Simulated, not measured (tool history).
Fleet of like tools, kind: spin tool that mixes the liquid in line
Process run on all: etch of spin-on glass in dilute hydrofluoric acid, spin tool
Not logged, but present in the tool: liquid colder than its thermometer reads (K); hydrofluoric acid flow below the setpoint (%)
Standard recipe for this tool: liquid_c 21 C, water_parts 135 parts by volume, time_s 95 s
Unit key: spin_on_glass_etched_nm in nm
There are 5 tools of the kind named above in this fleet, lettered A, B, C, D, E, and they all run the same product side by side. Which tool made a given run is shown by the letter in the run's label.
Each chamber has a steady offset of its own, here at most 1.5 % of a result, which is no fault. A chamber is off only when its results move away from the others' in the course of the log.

run,hour,liquid_c,water_parts,time_s,hours since the thermometer was replaced,hours since the hydrofluoric acid flow meter was replaced,"read-back film thickness of the spin-on glass reference wafer, read on the same gauge (nm)",spin_on_glass_etched_nm
1C,7.8,21,135,95,165.6,926.7,130,17.002
2B,17.1,21,135,95,471.4,1857,129.99,17.287
# hour 19.7: chamber C: hydrofluoric acid flow meter replaced
3D,29.9,21,135,95,531.4,279.1,130,17.365
4E,38.7,21,135,95,1350.2,460.5,130.01,17.081
5A,49.2,21,135,95,419.9,690,129.99,17.467
6D,58.7,21,135,95,560.2,307.9,130.02,17.252
7C,66.2,21,135,95,224,46.6,129.97,17.22
8A,79.1,21,135,95,449.8,719.9,130.01,17.49
9E,94.2,21,135,95,1405.7,516,129.99,17.387
10B,109.2,21,135,95,563.5,1949.1,129.99,17.434
11C,117,21,135,95,274.8,97.4,130,17.319
12E,131.6,21,135,95,1443.1,553.4,130.01,17.35
13B,138.3,21,135,95,592.6,1978.2,130.02,16.877
# hour 145.8: chamber B: thermometer replaced
14A,149.8,21,135,95,520.5,790.6,129.97,17.167
15D,156.5,21,135,95,658,405.7,130.02,16.816
16B,166.1,21,135,95,20.3,2006,130.03,17.316
# hour 167.7: chamber B: hydrofluoric acid flow meter replaced
17D,174.6,18,135,95,676.1,423.8,130,14.941
18A,189.6,18,135,95,560.3,830.4,129.97,15.51
19E,203.1,18,135,95,1514.6,624.9,129.99,15.455
20C,210.2,18,135,95,368,190.6,130,15.48
21D,224.6,18,135,95,726.1,473.8,129.99,14.822
22E,237.6,21,135,95,1549.1,659.4,130.02,17.436
23A,249.5,21,135,95,620.2,890.3,130,17.252
24C,258.5,21,135,95,416.3,238.9,130.04,17.053
25B,268.9,21,135,95,123.1,101.3,129.99,17.7
26E,278.3,21,135,95,1589.8,700.1,130.04,17.21
27C,292.2,21,135,95,450,272.6,129.99,16.993
28B,298.8,21,135,95,153,131.2,129.99,17.384
29A,310.8,21,135,95,681.5,951.6,130.03,17.414
30D,324.6,25.5,135,125,826.1,573.8,130,25.427
31B,335,25.5,135,125,189.2,167.4,129.99,27.298
32E,346.6,25.5,135,125,1658.1,768.4,130.03,26.774
33C,361.1,25.5,135,125,518.9,341.5,130,26.826
34D,370.1,25.5,135,125,871.6,619.3,129.98,25.232
35A,380,21,135,95,750.7,1020.8,130,17.588
36B,390.1,21,135,95,244.3,222.5,130,17.53
37E,398.8,21,135,95,1710.3,820.6,130.01,17.506
38D,409.7,21,135,95,911.2,658.9,130,15.986
39A,424.1,21,135,95,794.8,1064.9,130.01,17.323
40C,437.1,21,205,95,594.9,417.5,130.02,10.529
41C,447.4,21,205,95,605.2,427.8,130,10.364
42A,459.8,21,205,95,830.5,1100.6,130,10.798
43D,466.9,21,205,95,968.4,716.1,129.96,9.4815
44B,476.7,21,205,95,330.9,309.1,130.04,10.497

Predict what each chamber gives when all 5 of them run the settings below next.
45A,487.4,21,135,95,,,,?
45B,487.4,21,135,95,,,,?
45C,487.4,21,135,95,,,,?
45D,487.4,21,135,95,,,,?
45E,487.4,21,135,95,,,,?

run,spin_on_glass_etched_nm
45A,17.366
45B,17.272
45C,16.953
45D,15.677
45E,17.379

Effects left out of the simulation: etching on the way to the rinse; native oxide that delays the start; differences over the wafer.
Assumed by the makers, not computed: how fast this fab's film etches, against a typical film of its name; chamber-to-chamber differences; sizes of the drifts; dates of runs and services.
